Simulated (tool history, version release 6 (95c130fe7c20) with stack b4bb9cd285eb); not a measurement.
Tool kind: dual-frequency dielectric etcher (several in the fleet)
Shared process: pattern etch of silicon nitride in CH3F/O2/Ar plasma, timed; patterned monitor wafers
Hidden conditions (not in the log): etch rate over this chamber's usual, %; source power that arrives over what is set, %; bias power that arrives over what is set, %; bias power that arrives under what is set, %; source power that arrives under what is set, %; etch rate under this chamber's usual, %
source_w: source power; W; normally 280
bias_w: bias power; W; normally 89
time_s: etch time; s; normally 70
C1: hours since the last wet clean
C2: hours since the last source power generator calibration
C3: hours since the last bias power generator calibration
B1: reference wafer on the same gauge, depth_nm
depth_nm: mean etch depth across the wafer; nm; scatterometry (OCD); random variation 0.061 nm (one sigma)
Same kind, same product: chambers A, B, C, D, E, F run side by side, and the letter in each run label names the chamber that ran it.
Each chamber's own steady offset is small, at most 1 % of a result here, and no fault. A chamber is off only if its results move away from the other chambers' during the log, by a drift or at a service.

Run 1C, hour 3.2: usual settings; C1 201.2; C2 2027.1; C3 2582.2; B1 47.594. Result: depth_nm 45.993 nm.
Run 2B, hour 8.7: usual settings; C1 46; C2 881.7; C3 3498.1; B1 47.614. Result: depth_nm 45.832 nm.
Run 3D, hour 14.9: usual settings; C1 568.9; C2 1553.8; C3 1015; B1 47.617. Result: depth_nm 45.804 nm.
Run 4E, hour 19.8: usual settings; C1 387.7; C2 569.2; C3 2532.8; B1 47.613. Result: depth_nm 46.135 nm.
Run 5F, hour 25.9: usual settings but source_w 260 W, time_s 52.5 s; C1 27.3; C2 2414.8; C3 1129.1; B1 47.617. Result: depth_nm 33.869 nm.
At hour 29.8: chamber D: wet clean of the chamber.
Run 6A, hour 31.8: usual settings but source_w 260 W, time_s 52.5 s; C1 502.7; C2 2704.8; C3 2401; B1 47.649. Result: depth_nm 33.694 nm.
Run 7B, hour 36.1: usual settings but source_w 260 W, time_s 52.5 s; C1 73.4; C2 909.1; C3 3525.5; B1 47.646. Result: depth_nm 33.558 nm.
Run 8E, hour 39.4: usual settings but source_w 260 W, time_s 52.5 s; C1 407.3; C2 588.8; C3 2552.4; B1 47.644. Result: depth_nm 33.656 nm.
Run 9D, hour 45.1: usual settings but source_w 260 W, time_s 52.5 s; C1 15.4; C2 1584; C3 1045.2; B1 47.66. Result: depth_nm 33.573 nm.
At hour 47.2: chamber E: wet clean of the chamber.
Run 10C, hour 49.5: usual settings but source_w 260 W, time_s 52.5 s; C1 247.5; C2 2073.4; C3 2628.5; B1 47.662. Result: depth_nm 33.667 nm.
Run 11A, hour 53.4: usual settings; C1 524.3; C2 2726.4; C3 2422.6; B1 47.681. Result: depth_nm 46.157 nm.
Run 12F, hour 56.7: usual settings; C1 58.1; C2 2445.6; C3 1159.9; B1 47.673. Result: depth_nm 46.248 nm.
Run 13F, hour 60.6: usual settings but source_w 250 W, time_s 50 s; C1 62; C2 2449.5; C3 1163.8; B1 47.672. Result: depth_nm 31.772 nm.
Run 14D, hour 64.8: usual settings but source_w 250 W, time_s 50 s; C1 35.1; C2 1603.7; C3 1064.9; B1 47.686. Result: depth_nm 31.461 nm.
At hour 65.2: chamber A: wet clean of the chamber.
Run 15C, hour 69.4: usual settings but source_w 250 W, time_s 50 s; C1 267.4; C2 2093.3; C3 2648.4; B1 47.679. Result: depth_nm 31.59 nm.
Run 16B, hour 73.9: usual settings but source_w 250 W, time_s 50 s; C1 111.2; C2 946.9; C3 3563.3; B1 47.703. Result: depth_nm 31.483 nm.
Run 17A, hour 79.3: usual settings but source_w 250 W, time_s 50 s; C1 14.1; C2 2752.3; C3 2448.5; B1 47.692. Result: depth_nm 31.686 nm.
Run 18E, hour 84.6: usual settings but source_w 250 W, time_s 50 s; C1 37.4; C2 634; C3 2597.6; B1 47.711. Result: depth_nm 31.607 nm.
Run 19C, hour 88.6: usual settings; C1 286.6; C2 2112.5; C3 2667.6; B1 47.705. Result: depth_nm 46.107 nm.
Run 20E, hour 95.7: usual settings; C1 48.5; C2 645.1; C3 2608.7; B1 47.749. Result: depth_nm 46.226 nm.
Run 21A, hour 102.9: usual settings; C1 37.7; C2 2775.9; C3 2472.1; B1 47.735. Result: depth_nm 46.227 nm.
Run 22B, hour 108.3: usual settings; C1 145.6; C2 981.3; C3 3597.7; B1 47.733. Result: depth_nm 45.93 nm.
Run 23D, hour 112.7: usual settings but time_s 81 s; C1 83; C2 1651.6; C3 1112.8; B1 47.753. Result: depth_nm 53.222 nm.
Run 24F, hour 115.8: usual settings but time_s 81 s; C1 117.2; C2 2504.7; C3 1219; B1 47.754. Result: depth_nm 53.588 nm.
Run 25E, hour 120.1: usual settings but time_s 81 s; C1 72.9; C2 669.5; C3 2633.1; B1 47.764. Result: depth_nm 53.566 nm.
Run 26F, hour 123.8: usual settings but time_s 81 s; C1 125.2; C2 2512.7; C3 1227; B1 47.759. Result: depth_nm 53.664 nm.
Run 27C, hour 128.4: usual settings but time_s 81 s; C1 326.4; C2 2152.3; C3 2707.4; B1 47.771. Result: depth_nm 53.253 nm.
Run 28B, hour 131.8: usual settings but time_s 81 s; C1 169.1; C2 1004.8; C3 3621.2; B1 47.777. Result: depth_nm 53.277 nm.
Run 29D, hour 139: usual settings but bias_w 107 W, time_s 90 s; C1 109.3; C2 1677.9; C3 1139.1; B1 47.786. Result: depth_nm 63.322 nm.
Run 30A, hour 143.4: usual settings but bias_w 107 W, time_s 90 s; C1 78.2; C2 2816.4; C3 2512.6; B1 47.788. Result: depth_nm 63.808 nm.
Run 31D, hour 150.5: usual settings but bias_w 107 W, time_s 90 s; C1 120.8; C2 1689.4; C3 1150.6; B1 47.783. Result: depth_nm 63.504 nm.
At hour 155.8: chamber F: source power generator calibrated.
Run 32B, hour 156.2: usual settings but bias_w 107 W, time_s 90 s; C1 193.5; C2 1029.2; C3 3645.6; B1 47.805. Result: depth_nm 63.367 nm.
Run 33E, hour 162.6: usual settings but bias_w 107 W, time_s 90 s; C1 115.4; C2 712; C3 2675.6; B1 47.83. Result: depth_nm 63.712 nm.
Run 34F, hour 168: usual settings but bias_w 107 W, time_s 90 s; C1 169.4; C2 12.2; C3 1271.2; B1 47.815. Result: depth_nm 63.798 nm.
Run 35C, hour 172.1: usual settings; C1 370.1; C2 2196; C3 2751.1; B1 47.829. Result: depth_nm 46.201 nm.
Run 36A, hour 175.5: usual settings; C1 110.3; C2 2848.5; C3 2544.7; B1 47.826. Result: depth_nm 46.321 nm.
Run 37F, hour 179: usual settings; C1 180.4; C2 23.2; C3 1282.2; B1 47.845. Result: depth_nm 46.392 nm.
Run 38C, hour 183.7: usual settings but bias_w 103 W; C1 381.7; C2 2207.6; C3 2762.7; B1 47.846. Result: depth_nm 48.594 nm.
Run 39B, hour 189.7: usual settings but bias_w 103 W; C1 227; C2 1062.7; C3 3679.1; B1 47.857. Result: depth_nm 48.681 nm.

Predict what each chamber gives when all 6 of them run the settings below next.
Run 40A, hour 194.9: usual settings but source_w 240 W. Result: depth_nm ?.
Run 40B, hour 194.9: usual settings but source_w 240 W. Result: depth_nm ?.
Run 40C, hour 194.9: usual settings but source_w 240 W. Result: depth_nm ?.
Run 40D, hour 194.9: usual settings but source_w 240 W. Result: depth_nm ?.
Run 40E, hour 194.9: usual settings but source_w 240 W. Result: depth_nm ?.
Run 40F, hour 194.9: usual settings but source_w 240 W. Result: depth_nm ?.

run  depth_nm
40A    43.856
40B    43.494
40C    43.687
40D     43.58
40E    43.668
40F    43.863
